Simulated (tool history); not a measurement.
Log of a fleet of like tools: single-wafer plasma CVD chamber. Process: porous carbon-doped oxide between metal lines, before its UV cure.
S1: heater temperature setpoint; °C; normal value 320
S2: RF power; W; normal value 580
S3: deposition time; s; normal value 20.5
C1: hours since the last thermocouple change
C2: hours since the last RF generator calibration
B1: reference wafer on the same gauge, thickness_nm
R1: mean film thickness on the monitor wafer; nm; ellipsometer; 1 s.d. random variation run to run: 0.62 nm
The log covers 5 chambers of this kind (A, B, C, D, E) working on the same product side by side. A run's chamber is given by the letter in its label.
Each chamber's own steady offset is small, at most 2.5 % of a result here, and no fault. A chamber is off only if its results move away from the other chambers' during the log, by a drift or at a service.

{"run": "1A", "hour": 13.5, "S1": 320, "S2": 580, "S3": 20.5, "C1": 1168.3, "C2": 390.6, "B1": 117.97, "R1": 110.66}
{"run": "2D", "hour": 22.7, "S1": 320, "S2": 580, "S3": 20.5, "C1": 484.9, "C2": 1250.8, "B1": 118.12, "R1": 111.43}
{"run": "3E", "hour": 33.9, "S1": 320, "S2": 580, "S3": 20.5, "C1": 607.7, "C2": 100.1, "B1": 117.91, "R1": 110.08}
{"run": "4B", "hour": 42.7, "S1": 320, "S2": 580, "S3": 20.5, "C1": 1135.9, "C2": 279.3, "B1": 117.98, "R1": 113.1}
{"run": "5C", "hour": 51.7, "S1": 320, "S2": 580, "S3": 20.5, "C1": 53.5, "C2": 533.4, "B1": 118.04, "R1": 110.82}
{"run": "6C", "hour": 59.7, "S1": 320, "S2": 615, "S3": 23.9, "C1": 61.5, "C2": 541.4, "B1": 118.06, "R1": 134.37}
{"run": "7E", "hour": 71.6, "S1": 320, "S2": 615, "S3": 23.9, "C1": 645.4, "C2": 137.8, "B1": 118.05, "R1": 132.08}
{"run": "8A", "hour": 84.3, "S1": 320, "S2": 615, "S3": 23.9, "C1": 1239.1, "C2": 461.4, "B1": 118.15, "R1": 134.39}
{"run": "9B", "hour": 93.3, "S1": 320, "S2": 615, "S3": 23.9, "C1": 1186.5, "C2": 329.9, "B1": 118.02, "R1": 136.25}
{"run": "10D", "hour": 106.9, "S1": 320, "S2": 615, "S3": 23.9, "C1": 569.1, "C2": 1335.0, "B1": 117.92, "R1": 134.19}
{"run": "11E", "hour": 118.3, "S1": 320, "S2": 580, "S3": 20.5, "C1": 692.1, "C2": 184.5, "B1": 118.08, "R1": 110.06}
{"run": "12A", "hour": 127.3, "S1": 320, "S2": 580, "S3": 20.5, "C1": 1282.1, "C2": 504.4, "B1": 118.04, "R1": 111.35}
{"run": "13B", "hour": 134.1, "S1": 320, "S2": 580, "S3": 20.5, "C1": 1227.3, "C2": 370.7, "B1": 117.98, "R1": 114.06}
{"run": "14C", "hour": 140.4, "S1": 320, "S2": 580, "S3": 20.5, "C1": 142.2, "C2": 622.1, "B1": 117.98, "R1": 111.71}
{"run": "15D", "hour": 151.8, "S1": 320, "S2": 580, "S3": 20.5, "C1": 614.0, "C2": 1379.9, "B1": 117.88, "R1": 111.31}
{"run": "16A", "hour": 162.3, "S1": 320, "S2": 580, "S3": 20.5, "C1": 1317.1, "C2": 539.4, "B1": 118.04, "R1": 110.25}
{"run": "17E", "hour": 171.5, "S1": 320, "S2": 580, "S3": 20.5, "C1": 745.3, "C2": 237.7, "B1": 117.85, "R1": 109.84}
{"run": "18D", "hour": 182.9, "S1": 320, "S2": 580, "S3": 20.5, "C1": 645.1, "C2": 1411.0, "B1": 117.96, "R1": 110.14}
{"run": "19B", "hour": 191.4, "S1": 320, "S2": 580, "S3": 20.5, "C1": 1284.6, "C2": 428.0, "B1": 118.03, "R1": 113.75}
{"run": "20C", "hour": 197.8, "S1": 320, "S2": 580, "S3": 20.5, "C1": 199.6, "C2": 679.5, "B1": 118.0, "R1": 111.29}
{"run": "21D", "hour": 209.9, "S1": 320, "S2": 580, "S3": 20.5, "C1": 672.1, "C2": 1438.0, "B1": 117.81, "R1": 110.57}
{"run": "22A", "hour": 216.1, "S1": 320, "S2": 580, "S3": 20.5, "C1": 1370.9, "C2": 593.2, "B1": 118.07, "R1": 110.32}
{"run": "23C", "hour": 222.7, "S1": 320, "S2": 580, "S3": 20.5, "C1": 224.5, "C2": 704.4, "B1": 117.87, "R1": 110.79}
{"run": "24B", "hour": 233.1, "S1": 320, "S2": 580, "S3": 20.5, "C1": 1326.3, "C2": 469.7, "B1": 117.98, "R1": 112.92}
{"run": "25E", "hour": 244.8, "S1": 320, "S2": 580, "S3": 20.5, "C1": 818.6, "C2": 311.0, "B1": 118.2, "R1": 110.19}
{"run": "26C", "hour": 257.3, "S1": 320, "S2": 580, "S3": 20.5, "C1": 259.1, "C2": 739.0, "B1": 118.23, "R1": 110.59}
{"hour": 262.3, "done": "chamber B: thermocouple changed; heater temperature recalibrated"}
{"run": "27A", "hour": 264.1, "S1": 320, "S2": 580, "S3": 20.5, "C1": 1418.9, "C2": 641.2, "B1": 118.07, "R1": 110.68}
{"run": "28E", "hour": 278.0, "S1": 320, "S2": 580, "S3": 20.5, "C1": 851.8, "C2": 344.2, "B1": 117.95, "R1": 110.79}
{"run": "29B", "hour": 288.0, "S1": 320, "S2": 580, "S3": 20.5, "C1": 25.8, "C2": 524.6, "B1": 117.93, "R1": 114.59}
{"run": "30D", "hour": 300.9, "S1": 320, "S2": 580, "S3": 20.5, "C1": 763.1, "C2": 1529.0, "B1": 117.96, "R1": 110.5}
{"run": "31A", "hour": 312.2, "S1": 320, "S2": 580, "S3": 20.5, "C1": 1467.0, "C2": 689.3, "B1": 118.07, "R1": 111.56}
{"run": "32B", "hour": 319.2, "S1": 320, "S2": 580, "S3": 20.5, "C1": 57.0, "C2": 555.8, "B1": 118.11, "R1": 113.21}
{"run": "33E", "hour": 325.5, "S1": 334, "S2": 580, "S3": 20.5, "C1": 899.3, "C2": 391.7, "B1": 118.06, "R1": 102.97}

Predict what each chamber gives when all 5 of them run the settings below next.
{"run": "34A", "hour": 335.6, "S1": 320, "S2": 580, "S3": 20.5, "R1": "?"}
{"run": "34B", "hour": 335.6, "S1": 320, "S2": 580, "S3": 20.5, "R1": "?"}
{"run": "34C", "hour": 335.6, "S1": 320, "S2": 580, "S3": 20.5, "R1": "?"}
{"run": "34D", "hour": 335.6, "S1": 320, "S2": 580, "S3": 20.5, "R1": "?"}
{"run": "34E", "hour": 335.6, "S1": 320, "S2": 580, "S3": 20.5, "R1": "?"}

run=34A R1=111.57
run=34B R1=113.79
run=34C R1=111.19
run=34D R1=110.19
run=34E R1=111.22
